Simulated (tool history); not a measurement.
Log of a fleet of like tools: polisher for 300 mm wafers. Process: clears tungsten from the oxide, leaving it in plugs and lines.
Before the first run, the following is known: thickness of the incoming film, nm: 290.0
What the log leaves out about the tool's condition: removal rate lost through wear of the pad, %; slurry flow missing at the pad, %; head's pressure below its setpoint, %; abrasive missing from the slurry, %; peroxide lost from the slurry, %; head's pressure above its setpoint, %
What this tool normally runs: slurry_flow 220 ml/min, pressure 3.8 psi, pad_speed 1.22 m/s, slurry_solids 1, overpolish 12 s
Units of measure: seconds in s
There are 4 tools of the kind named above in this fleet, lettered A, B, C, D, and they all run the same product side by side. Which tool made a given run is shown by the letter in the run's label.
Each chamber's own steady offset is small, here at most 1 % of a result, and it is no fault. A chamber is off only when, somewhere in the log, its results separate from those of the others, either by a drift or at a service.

| run | hour | slurry_flow | pressure | pad_speed | slurry_solids | overpolish | wafers polished on this pad | hours since the slurry nozzle was cleaned | hours since the head pressure was calibrated | hours since the slurry blender was calibrated | hours since the slurry got fresh peroxide | seconds |
|---|---|---|---|---|---|---|---|---|---|---|---|---|
|  | 3 | chamber B: slurry tank refilled with fresh slurry and peroxide |
| 1B | 8.4 | 220 | 3.8 | 1.22 | 1 | 12 | 455 | 181.7 | 150.6 | 51.5 | 5.5 | 50.61 |
| 2A | 19.7 | 220 | 3.8 | 1.22 | 1 | 12 | 973 | 162.9 | 881.7 | 198.4 | 147.8 | 50.721 |
|  | 29.6 | chamber D: slurry tank refilled with fresh slurry and peroxide |
| 3C | 33.6 | 220 | 3.8 | 1.22 | 1 | 12 | 224 | 66.2 | 250.8 | 179.8 | 54 | 49.394 |
|  | 36.8 | chamber A: slurry tank refilled with fresh slurry and peroxide |
| 4D | 42 | 220 | 3.8 | 1.22 | 1 | 12 | 422 | 191.2 | 1248.5 | 196.4 | 12.4 | 51.121 |
|  | 48.7 | chamber B: slurry tank refilled with fresh slurry and peroxide |
|  | 49.2 | chamber B: slurry blender recalibrated |
| 5C | 53.7 | 220 | 3.8 | 1.22 | 1 | 12 | 357 | 86.3 | 270.9 | 199.9 | 74.1 | 50.397 |
|  | 57.9 | chamber D: worn pad replaced by a new one |
|  | 59.9 | chamber C: slurry blender recalibrated |
| 6A | 68.2 | 220 | 3.8 | 1.22 | 1 | 12 | 1295 | 211.4 | 930.2 | 246.9 | 31.4 | 50.381 |
|  | 74.7 | chamber B: worn pad replaced by a new one |
|  | 75.2 | chamber A: worn pad replaced by a new one |
| 7B | 81.1 | 220 | 3.8 | 1.22 | 1 | 12 | 43 | 254.4 | 223.3 | 32 | 32.5 | 49.907 |
| 8D | 92.2 | 270 | 3.8 | 1.22 | 1.3 | 12 | 227 | 241.4 | 1298.7 | 246.6 | 62.6 | 46.876 |
|  | 92.8 | chamber C: worn pad replaced by a new one |
|  | 104.1 | chamber B: slurry tank refilled with fresh slurry and peroxide |
| 9D | 106 | 270 | 3.8 | 1.22 | 1.3 | 12 | 319 | 255.2 | 1312.5 | 260.4 | 76.4 | 46.581 |
|  | 119.1 | chamber D: head pressure recalibrated |
| 10A | 120 | 270 | 3.8 | 1.22 | 1.3 | 12 | 297 | 263.2 | 982 | 298.7 | 83.2 | 47.006 |
|  | 123.6 | chamber D: slurry blender recalibrated |
|  | 123.7 | chamber C: slurry tank refilled with fresh slurry and peroxide |
| 11C | 128.8 | 270 | 3.8 | 1.22 | 1.3 | 12 | 239 | 161.4 | 346 | 69 | 5.1 | 47.285 |
|  | 135.1 | chamber D: worn pad replaced by a new one |
| 12B | 142.6 | 220 | 3.8 | 1.22 | 1 | 12 | 451 | 315.9 | 284.8 | 93.5 | 38.6 | 50.347 |
|  | 143.1 | chamber B: slurry blender recalibrated |
|  | 144.2 | chamber B: slurry nozzle cleaned |
| 13C | 154.2 | 220 | 3.8 | 1.22 | 1 | 12 | 407 | 186.8 | 371.4 | 94.4 | 30.5 | 50.797 |
|  | 159 | chamber B: slurry tank refilled with fresh slurry and peroxide |
| 14A | 163.8 | 220 | 3.8 | 1.22 | 1 | 12 | 588 | 307 | 1025.8 | 342.5 | 127 | 50.573 |
| 15B | 173 | 220 | 3.8 | 1.22 | 1 | 12 | 652 | 28.8 | 315.2 | 30 | 14 | 48.895 |
|  | 176.8 | chamber C: worn pad replaced by a new one |
| 16D | 180.4 | 220 | 3.8 | 1.22 | 1 | 12 | 301 | 329.6 | 61.4 | 56.9 | 150.8 | 47.826 |
|  | 183.6 | chamber D: slurry tank refilled with fresh slurry and peroxide |
| 17A | 190.8 | 220 | 3.8 | 1.22 | 1 | 18 | 767 | 334 | 1052.8 | 369.5 | 154 | 51.261 |
|  | 194.2 | chamber A: slurry blender recalibrated |
| 18B | 198.8 | 220 | 3.8 | 1.22 | 1 | 18 | 823 | 54.6 | 341 | 55.8 | 39.8 | 49.742 |
|  | 202.9 | chamber A: slurry tank refilled with fresh slurry and peroxide |
|  | 207.9 | chamber B: slurry tank refilled with fresh slurry and peroxide |
|  | 208.5 | chamber B: head pressure recalibrated |
| 19C | 209.6 | 220 | 3.8 | 1.22 | 1 | 18 | 217 | 242.2 | 426.8 | 149.8 | 85.9 | 50.558 |
|  | 209.8 | chamber B: worn pad replaced by a new one |
| 20D | 222.6 | 220 | 3.8 | 1.22 | 1 | 18 | 580 | 371.8 | 103.6 | 99.1 | 39 | 46.495 |
|  | 225.8 | chamber C: slurry blender recalibrated |
|  | 226.1 | chamber D: worn pad replaced by a new one |
|  | 231.9 | chamber A: head pressure recalibrated |
| 21A | 233.1 | 220 | 3.8 | 1.22 | 1 | 12 | 1047 | 376.3 | 1.3 | 38.9 | 30.3 | 50.494 |
| 22C | 240.6 | 220 | 3.8 | 1.22 | 1 | 12 | 423 | 273.2 | 457.8 | 14.8 | 116.9 | 50.958 |
|  | 242.2 | chamber B: slurry blender recalibrated |
| 23B | 248 | 220 | 3.8 | 1.22 | 1 | 12 | 253 | 103.8 | 39.5 | 5.9 | 40.1 | 49.977 |
| 24D | 256.2 | 220 | 3.8 | 1.22 | 1 | 12 | 200 | 405.4 | 137.2 | 132.7 | 72.6 | 46.516 |
|  | 259.5 | chamber C: slurry tank refilled with fresh slurry and peroxide |
| 25C | 263.4 | 220 | 3.8 | 1.22 | 1 | 12 | 574 | 296 | 480.6 | 37.6 | 3.9 | 50.671 |

Next, all 4 chambers run the settings below, one line each with question marks for the results. What does each chamber give?
| 26A | 273.7 | 220 | 3.8 | 1.22 | 1 | 12 |  |  |  |  |  | ? |
| 26B | 273.7 | 220 | 3.8 | 1.22 | 1 | 12 |  |  |  |  |  | ? |
| 26C | 273.7 | 220 | 3.8 | 1.22 | 1 | 12 |  |  |  |  |  | ? |
| 26D | 273.7 | 220 | 3.8 | 1.22 | 1 | 12 |  |  |  |  |  | ? |

| run | seconds |
|---|---|
| 26A | 49.517 |
| 26B | 50.189 |
| 26C | 50.864 |
| 26D | 47.977 |
